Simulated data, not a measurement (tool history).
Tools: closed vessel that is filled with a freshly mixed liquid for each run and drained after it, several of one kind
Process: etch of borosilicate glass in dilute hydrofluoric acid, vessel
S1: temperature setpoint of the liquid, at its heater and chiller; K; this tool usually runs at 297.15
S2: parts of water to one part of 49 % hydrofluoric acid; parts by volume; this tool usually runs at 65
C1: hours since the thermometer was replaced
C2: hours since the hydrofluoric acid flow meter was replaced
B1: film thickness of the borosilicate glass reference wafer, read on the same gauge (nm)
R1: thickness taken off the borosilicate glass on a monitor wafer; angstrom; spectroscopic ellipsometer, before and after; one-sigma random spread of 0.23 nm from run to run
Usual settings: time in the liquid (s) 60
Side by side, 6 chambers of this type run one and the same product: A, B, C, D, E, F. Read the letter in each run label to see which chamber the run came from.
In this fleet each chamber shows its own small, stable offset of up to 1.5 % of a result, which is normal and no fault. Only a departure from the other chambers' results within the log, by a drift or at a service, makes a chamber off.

Run 1E, hour 3.3: usual settings; C1 2687.4; C2 1021.5; B1 49.992. Result: R1 264.61 angstrom.
Run 2A, hour 9.7: usual settings; C1 777.7; C2 1352.3; B1 50.001. Result: R1 260.30 angstrom.
Run 3D, hour 17.0: usual settings; C1 1424.8; C2 199.4; B1 50.002. Result: R1 268.45 angstrom.
Run 4B, hour 22.2: usual settings; C1 289.7; C2 1249.5; B1 49.998. Result: R1 259.01 angstrom.
Run 5F, hour 26.5: usual settings but S1 301.15 K; C1 965.2; C2 1375.1; B1 49.995. Result: R1 307.29 angstrom.
Run 6C, hour 31.2: usual settings but S1 301.15 K; C1 542.1; C2 259.7; B1 50.014. Result: R1 305.42 angstrom.
Run 7D, hour 35.9: usual settings but S1 301.15 K; C1 1443.7; C2 218.3; B1 50.002. Result: R1 309.08 angstrom.
Run 8A, hour 40.7: usual settings but S1 301.15 K; C1 808.7; C2 1383.3; B1 49.998. Result: R1 307.39 angstrom.
Run 9B, hour 45.2: usual settings but S1 301.15 K; C1 312.7; C2 1272.5; B1 50.014. Result: R1 308.90 angstrom.
Run 10F, hour 48.5: usual settings but S1 301.15 K; C1 987.2; C2 1397.1; B1 50.016. Result: R1 307.30 angstrom.
Run 11C, hour 54.2: usual settings but S2 50 parts by volume; C1 565.1; C2 282.7; B1 49.993. Result: R1 341.04 angstrom.
Run 12E, hour 59.2: usual settings but S2 50 parts by volume; C1 2743.3; C2 1077.4; B1 49.996. Result: R1 348.68 angstrom.
Run 13D, hour 62.6: usual settings but S2 50 parts by volume; C1 1470.4; C2 245.0; B1 49.998. Result: R1 343.80 angstrom.
Run 14B, hour 66.4: usual settings but S2 50 parts by volume; C1 333.9; C2 1293.7; B1 50.012. Result: R1 349.74 angstrom.
Run 15C, hour 72.6: usual settings but S2 50 parts by volume; C1 583.5; C2 301.1; B1 49.992. Result: R1 342.48 angstrom.
Run 16F, hour 78.1: usual settings but S2 50 parts by volume; C1 1016.8; C2 1426.7; B1 49.989. Result: R1 350.35 angstrom.
Run 17A, hour 81.6: usual settings; C1 849.6; C2 1424.2; B1 49.985. Result: R1 259.09 angstrom.
Run 18E, hour 86.0: usual settings; C1 2770.1; C2 1104.2; B1 50.001. Result: R1 265.27 angstrom.
Run 19D, hour 89.5: usual settings; C1 1497.3; C2 271.9; B1 50.019. Result: R1 262.39 angstrom.
Run 20C, hour 94.3: usual settings; C1 605.2; C2 322.8; B1 49.994. Result: R1 257.42 angstrom.
Run 21A, hour 98.7: usual settings; C1 866.7; C2 1441.3; B1 50.018. Result: R1 260.90 angstrom.
At hour 104.3: chamber E: thermometer replaced.
Run 22B, hour 106.0: usual settings but S1 299.15 K, time in the liquid (s) 35; C1 373.5; C2 1333.3; B1 49.990. Result: R1 163.88 angstrom.
Run 23F, hour 109.8: usual settings but S1 299.15 K, time in the liquid (s) 35; C1 1048.5; C2 1458.4; B1 50.013. Result: R1 165.93 angstrom.
Run 24E, hour 114.0: usual settings but S1 299.15 K, time in the liquid (s) 35; C1 9.8; C2 1132.2; B1 50.025. Result: R1 166.03 angstrom.
Run 25D, hour 118.8: usual settings but S1 299.15 K, time in the liquid (s) 35; C1 1526.6; C2 301.2; B1 50.008. Result: R1 165.25 angstrom.
Run 26E, hour 123.5: usual settings but S1 299.15 K, time in the liquid (s) 35; C1 19.3; C2 1141.7; B1 49.970. Result: R1 169.53 angstrom.
Run 27B, hour 128.4: usual settings but S1 299.15 K, time in the liquid (s) 35; C1 395.9; C2 1355.7; B1 50.008. Result: R1 166.09 angstrom.
Run 28A, hour 132.7: usual settings; C1 900.7; C2 1475.3; B1 49.997. Result: R1 259.20 angstrom.
Run 29C, hour 137.2: usual settings; C1 648.1; C2 365.7; B1 49.991. Result: R1 258.88 angstrom.
Run 30F, hour 143.8: usual settings; C1 1082.5; C2 1492.4; B1 50.015. Result: R1 258.63 angstrom.
At hour 143.9: chamber F: hydrofluoric acid flow meter replaced.
Run 31D, hour 150.6: usual settings; C1 1558.4; C2 333.0; B1 50.001. Result: R1 252.87 angstrom.
Run 32F, hour 154.4: usual settings; C1 1093.1; C2 10.5; B1 50.009. Result: R1 262.22 angstrom.
Run 33E, hour 157.9: usual settings; C1 53.7; C2 1176.1; B1 50.008. Result: R1 262.48 angstrom.
Run 34B, hour 164.7: usual settings but S1 293.15 K, time in the liquid (s) 80; C1 432.2; C2 1392.0; B1 50.009. Result: R1 292.27 angstrom.
Run 35C, hour 171.2: usual settings but S1 293.15 K, time in the liquid (s) 80; C1 682.1; C2 399.7; B1 49.981. Result: R1 289.98 angstrom.
Run 36A, hour 176.2: usual settings but S1 293.15 K, time in the liquid (s) 80; C1 944.2; C2 1518.8; B1 50.020. Result: R1 294.23 angstrom.
Run 37B, hour 180.0: usual settings but S1 293.15 K, time in the liquid (s) 80; C1 447.5; C2 1407.3; B1 49.999. Result: R1 291.91 angstrom.
Run 38F, hour 183.4: usual settings but S1 293.15 K, time in the liquid (s) 80; C1 1122.1; C2 39.5; B1 49.993. Result: R1 299.10 angstrom.
Run 39E, hour 188.2: usual settings but S1 293.15 K, time in the liquid (s) 80; C1 84.0; C2 1206.4; B1 50.002. Result: R1 298.59 angstrom.
Run 40A, hour 192.7: usual settings; C1 960.7; C2 1535.3; B1 49.998. Result: R1 265.68 angstrom.
Run 41C, hour 198.1: usual settings; C1 709.0; C2 426.6; B1 50.008. Result: R1 257.71 angstrom.
Run 42D, hour 202.9: usual settings; C1 1610.7; C2 385.3; B1 50.000. Result: R1 250.22 angstrom.
Run 43D, hour 209.0: usual settings; C1 1616.8; C2 391.4; B1 50.015. Result: R1 246.51 angstrom.
Run 44B, hour 212.6: usual settings; C1 480.1; C2 1439.9; B1 49.996. Result: R1 260.89 angstrom.

Each of the 6 chambers runs these same settings next. Fill in every chamber's results:
Run 45A, hour 218.0: usual settings. Result: R1 ?.
Run 45B, hour 218.0: usual settings. Result: R1 ?.
Run 45C, hour 218.0: usual settings. Result: R1 ?.
Run 45D, hour 218.0: usual settings. Result: R1 ?.
Run 45E, hour 218.0: usual settings. Result: R1 ?.
Run 45F, hour 218.0: usual settings. Result: R1 ?.

run      R1
45A  258.81
45B  262.43
45C  263.13
45D  248.24
45E  266.67
45F  258.17

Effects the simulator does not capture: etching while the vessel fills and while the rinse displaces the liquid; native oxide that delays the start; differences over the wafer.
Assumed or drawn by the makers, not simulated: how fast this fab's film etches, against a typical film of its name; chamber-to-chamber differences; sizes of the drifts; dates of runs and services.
